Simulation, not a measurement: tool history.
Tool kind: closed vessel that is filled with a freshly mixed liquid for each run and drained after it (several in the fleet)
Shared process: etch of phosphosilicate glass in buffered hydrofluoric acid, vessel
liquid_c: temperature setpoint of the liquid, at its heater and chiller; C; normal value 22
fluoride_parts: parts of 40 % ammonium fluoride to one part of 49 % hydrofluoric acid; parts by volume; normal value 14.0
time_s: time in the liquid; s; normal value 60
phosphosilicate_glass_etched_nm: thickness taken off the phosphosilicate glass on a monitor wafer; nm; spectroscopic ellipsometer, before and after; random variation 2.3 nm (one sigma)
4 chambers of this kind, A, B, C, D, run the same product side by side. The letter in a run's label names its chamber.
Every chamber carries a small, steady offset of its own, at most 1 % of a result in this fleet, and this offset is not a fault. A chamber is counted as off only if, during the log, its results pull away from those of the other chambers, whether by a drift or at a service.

run   hour  liquid_c  fluoride_parts  time_s  hours since the thermometer was replaced  hours since the hydrofluoric acid flow meter was replaced  read-back film thickness of the phosphosilicate glass reference wafer, read on the same gauge (nm)  phosphosilicate_glass_etched_nm
 1A    5.7        22            14.0      60                                     262.5                                                       32.6                                                                                              119.99                           234.86
 2D   10.6        22            14.0      60                                     125.4                                                     1033.0                                                                                              120.01                           241.52
 3C   18.8        22            14.0      60                                     700.4                                                      424.3                                                                                              120.00                           237.78
 4B   25.6        22            14.0      60                                     777.0                                                      114.3                                                                                              120.02                           236.73
 5A   32.3        22            14.0      60                                     289.1                                                       59.2                                                                                              120.03                           236.98
 6C   43.5        22            14.0      60                                     725.1                                                      449.0                                                                                              120.01                           238.14
 7D   50.1        22            11.5      60                                     164.9                                                     1072.5                                                                                              119.99                           299.22
 8B   61.0        22            11.5      60                                     812.4                                                      149.7                                                                                              120.01                           290.38
 9B   71.2        22            11.5      60                                     822.6                                                      159.9                                                                                              120.02                           291.66
10C   78.5        22            11.5      60                                     760.1                                                      484.0                                                                                              119.96                           290.73
11D   88.6        22            14.0      60                                     203.4                                                     1111.0                                                                                              120.03                           243.80
12A   96.9        22            14.0      60                                     353.7                                                      123.8                                                                                              119.95                           235.51
13C  106.0        22            14.0      60                                     787.6                                                      511.5                                                                                              119.97                           239.97
14B  115.5        22            14.0      60                                     866.9                                                      204.2                                                                                              119.93                           237.80
15A  121.6        22            14.0      60                                     378.4                                                      148.5                                                                                              120.03                           236.43
16D  129.6        22            14.0      60                                     244.4                                                     1152.0                                                                                              120.02                           241.05
17C  135.6        22            14.0      30                                     817.2                                                      541.1                                                                                              119.97                           122.16
18A  146.7        22            14.0      30                                     403.5                                                      173.6                                                                                              119.99                           118.43
19D  155.1        22            14.0      30                                     269.9                                                     1177.5                                                                                              119.99                           121.91
20B  161.1        22            14.0      30                                     912.5                                                      249.8                                                                                              120.03                           118.87
21A  166.1        22            14.0      60                                     422.9                                                      193.0                                                                                              120.01                           237.19
22D  172.6        22            14.0      60                                     287.4                                                     1195.0                                                                                              120.01                           241.89
23C  180.7        22            14.0      60                                     862.3                                                      586.2                                                                                              119.95                           251.48
24B  190.1        22            17.0      60                                     941.5                                                      278.8                                                                                              119.99                           197.93
25B  195.3        22            17.0      60                                     946.7                                                      284.0                                                                                              119.99                           200.08
26C  201.5        22            17.0      60                                     883.1                                                      607.0                                                                                              120.00                           207.37
27A  207.6        22            17.0      60                                     464.4                                                      234.5                                                                                              119.97                           197.00
28D  216.6        22            14.0      60                                     331.4                                                     1239.0                                                                                              119.98                           241.82

Is one chamber out of step, is the gauge drifting, or do the chambers differ by no more than their own small offsets? For an off chamber, give its letter and the likeliest cause.

Chamber C drifts away from the others.
Most likely cause: hydrofluoric acid flow above the setpoint (%) = 6.81.
With only this log, it may be confused with: liquid hotter than its thermometer reads (K).

Which of the 4 candidates below, each the usual settings with something changed and its results left as question marks, puts chamber C back in line with what the other chambers give on the usual settings?
In line here means within this much of the mean the other chambers give on the usual settings: phosphosilicate_glass_etched_nm 8.20 nm
29C-1  224.8        22            15.0      60                                                                                                                                                                                                                                         ?
29C-2  224.8        22            13.0      60                                                                                                                                                                                                                                         ?
29C-3  224.8        22            14.5      55                                                                                                                                                                                                                                         ?
29C-4  224.8        22            13.5      65                                                                                                                                                                                                                                         ?

The mean the other chambers reach with the usual settings: phosphosilicate_glass_etched_nm 238.38 nm
  run  phosphosilicate_glass_etched_nm
29C-1                           238.95
29C-2                           274.92
29C-3                           226.45
29C-4                           287.03
The answer is 29C-1, which returns the chamber to within the allowed miss of the others.
